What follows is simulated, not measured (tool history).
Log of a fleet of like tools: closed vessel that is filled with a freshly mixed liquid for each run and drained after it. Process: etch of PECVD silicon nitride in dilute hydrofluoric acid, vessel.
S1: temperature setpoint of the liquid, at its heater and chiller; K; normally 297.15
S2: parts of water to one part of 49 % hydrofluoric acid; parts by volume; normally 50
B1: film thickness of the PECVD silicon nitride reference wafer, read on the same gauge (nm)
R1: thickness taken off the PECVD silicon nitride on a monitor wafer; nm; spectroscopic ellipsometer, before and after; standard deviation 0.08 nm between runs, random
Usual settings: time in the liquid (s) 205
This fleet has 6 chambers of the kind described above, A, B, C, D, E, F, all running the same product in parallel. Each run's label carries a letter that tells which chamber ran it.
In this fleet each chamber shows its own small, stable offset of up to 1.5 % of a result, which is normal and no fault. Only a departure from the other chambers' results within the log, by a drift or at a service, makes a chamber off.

{"run": "1F", "hour": 4.3, "S1": 297.15, "S2": 50, "time in the liquid (s)": 205, "B1": 30.02, "R1": 15.921}
{"run": "2E", "hour": 6.3, "S1": 297.15, "S2": 50, "time in the liquid (s)": 205, "B1": 30.014, "R1": 15.798}
{"run": "3C", "hour": 10.1, "S1": 297.15, "S2": 50, "time in the liquid (s)": 205, "B1": 29.999, "R1": 15.848}
{"run": "4A", "hour": 13.8, "S1": 297.15, "S2": 50, "time in the liquid (s)": 205, "B1": 30.014, "R1": 15.987}
{"run": "5B", "hour": 16.2, "S1": 297.15, "S2": 50, "time in the liquid (s)": 205, "B1": 30.033, "R1": 16.029}
{"run": "6D", "hour": 19.2, "S1": 297.15, "S2": 50, "time in the liquid (s)": 205, "B1": 29.999, "R1": 16.166}
{"run": "7D", "hour": 21.4, "S1": 297.15, "S2": 50, "time in the liquid (s)": 140, "B1": 29.992, "R1": 11.011}
{"run": "8B", "hour": 23.7, "S1": 297.15, "S2": 50, "time in the liquid (s)": 140, "B1": 30.035, "R1": 10.98}
{"run": "9E", "hour": 26.2, "S1": 297.15, "S2": 50, "time in the liquid (s)": 140, "B1": 29.99, "R1": 10.68}
{"run": "10A", "hour": 28.3, "S1": 297.15, "S2": 50, "time in the liquid (s)": 140, "B1": 29.994, "R1": 10.949}
{"run": "11C", "hour": 31.5, "S1": 297.15, "S2": 50, "time in the liquid (s)": 140, "B1": 30.001, "R1": 10.857}
{"run": "12F", "hour": 35.0, "S1": 297.15, "S2": 50, "time in the liquid (s)": 140, "B1": 29.999, "R1": 10.929}
{"run": "13B", "hour": 37.6, "S1": 297.15, "S2": 50, "time in the liquid (s)": 205, "B1": 29.988, "R1": 16.05}
{"run": "14C", "hour": 41.8, "S1": 297.15, "S2": 50, "time in the liquid (s)": 205, "B1": 29.986, "R1": 15.867}
{"run": "15D", "hour": 45.4, "S1": 297.15, "S2": 50, "time in the liquid (s)": 205, "B1": 30.023, "R1": 16.072}
{"run": "16A", "hour": 47.6, "S1": 297.15, "S2": 50, "time in the liquid (s)": 205, "B1": 30.011, "R1": 16.08}
{"run": "17F", "hour": 51.2, "S1": 297.15, "S2": 50, "time in the liquid (s)": 205, "B1": 30.027, "R1": 15.95}
{"run": "18E", "hour": 53.3, "S1": 297.15, "S2": 50, "time in the liquid (s)": 205, "B1": 29.982, "R1": 15.778}
{"run": "19E", "hour": 55.4, "S1": 301.15, "S2": 50, "time in the liquid (s)": 205, "B1": 29.993, "R1": 20.528}
{"run": "20F", "hour": 58.6, "S1": 301.15, "S2": 50, "time in the liquid (s)": 205, "B1": 29.979, "R1": 20.812}
{"run": "21D", "hour": 61.1, "S1": 301.15, "S2": 50, "time in the liquid (s)": 205, "B1": 30.002, "R1": 21.149}
{"run": "22C", "hour": 63.8, "S1": 301.15, "S2": 50, "time in the liquid (s)": 205, "B1": 29.992, "R1": 20.691}
{"run": "23A", "hour": 67.3, "S1": 301.15, "S2": 50, "time in the liquid (s)": 205, "B1": 29.977, "R1": 21.001}
{"run": "24B", "hour": 71.2, "S1": 301.15, "S2": 50, "time in the liquid (s)": 205, "B1": 29.995, "R1": 20.669}
{"run": "25E", "hour": 75.2, "S1": 297.15, "S2": 50, "time in the liquid (s)": 205, "B1": 30.01, "R1": 15.764}
{"run": "26A", "hour": 79.5, "S1": 297.15, "S2": 50, "time in the liquid (s)": 205, "B1": 30.007, "R1": 16.01}
{"run": "27F", "hour": 81.7, "S1": 297.15, "S2": 50, "time in the liquid (s)": 205, "B1": 29.986, "R1": 15.968}
{"run": "28B", "hour": 85.1, "S1": 293.15, "S2": 50, "time in the liquid (s)": 150, "B1": 30.011, "R1": 8.9187}
{"run": "29C", "hour": 87.2, "S1": 293.15, "S2": 50, "time in the liquid (s)": 150, "B1": 29.983, "R1": 8.9438}
{"run": "30D", "hour": 89.4, "S1": 293.15, "S2": 50, "time in the liquid (s)": 150, "B1": 30.003, "R1": 8.9481}
{"run": "31D", "hour": 91.6, "S1": 293.15, "S2": 50, "time in the liquid (s)": 150, "B1": 30.005, "R1": 8.9954}
{"run": "32E", "hour": 95.9, "S1": 293.15, "S2": 50, "time in the liquid (s)": 150, "B1": 29.985, "R1": 8.8688}
{"run": "33C", "hour": 98.3, "S1": 293.15, "S2": 50, "time in the liquid (s)": 150, "B1": 29.978, "R1": 8.8543}
{"run": "34F", "hour": 102.7, "S1": 297.15, "S2": 50, "time in the liquid (s)": 205, "B1": 29.974, "R1": 16.004}
{"run": "35B", "hour": 105.0, "S1": 297.15, "S2": 50, "time in the liquid (s)": 205, "B1": 29.966, "R1": 16.099}
{"run": "36A", "hour": 109.0, "S1": 297.15, "S2": 50, "time in the liquid (s)": 205, "B1": 29.965, "R1": 16.048}
{"run": "37C", "hour": 113.1, "S1": 297.15, "S2": 50, "time in the liquid (s)": 205, "B1": 29.978, "R1": 15.94}
{"run": "38B", "hour": 116.4, "S1": 297.15, "S2": 50, "time in the liquid (s)": 205, "B1": 29.994, "R1": 15.987}
{"run": "39A", "hour": 120.1, "S1": 297.15, "S2": 70, "time in the liquid (s)": 205, "B1": 30.027, "R1": 11.576}

Each of the 6 chambers runs these same settings next. Fill in every chamber's results:
{"run": "40A", "hour": 123.4, "S1": 297.15, "S2": 50, "time in the liquid (s)": 205, "R1": "?"}
{"run": "40B", "hour": 123.4, "S1": 297.15, "S2": 50, "time in the liquid (s)": 205, "R1": "?"}
{"run": "40C", "hour": 123.4, "S1": 297.15, "S2": 50, "time in the liquid (s)": 205, "R1": "?"}
{"run": "40D", "hour": 123.4, "S1": 297.15, "S2": 50, "time in the liquid (s)": 205, "R1": "?"}
{"run": "40E", "hour": 123.4, "S1": 297.15, "S2": 50, "time in the liquid (s)": 205, "R1": "?"}
{"run": "40F", "hour": 123.4, "S1": 297.15, "S2": 50, "time in the liquid (s)": 205, "R1": "?"}

run=40A R1=16.2
run=40B R1=16.085
run=40C R1=15.823
run=40D R1=16.127
run=40E R1=15.836
run=40F R1=15.967

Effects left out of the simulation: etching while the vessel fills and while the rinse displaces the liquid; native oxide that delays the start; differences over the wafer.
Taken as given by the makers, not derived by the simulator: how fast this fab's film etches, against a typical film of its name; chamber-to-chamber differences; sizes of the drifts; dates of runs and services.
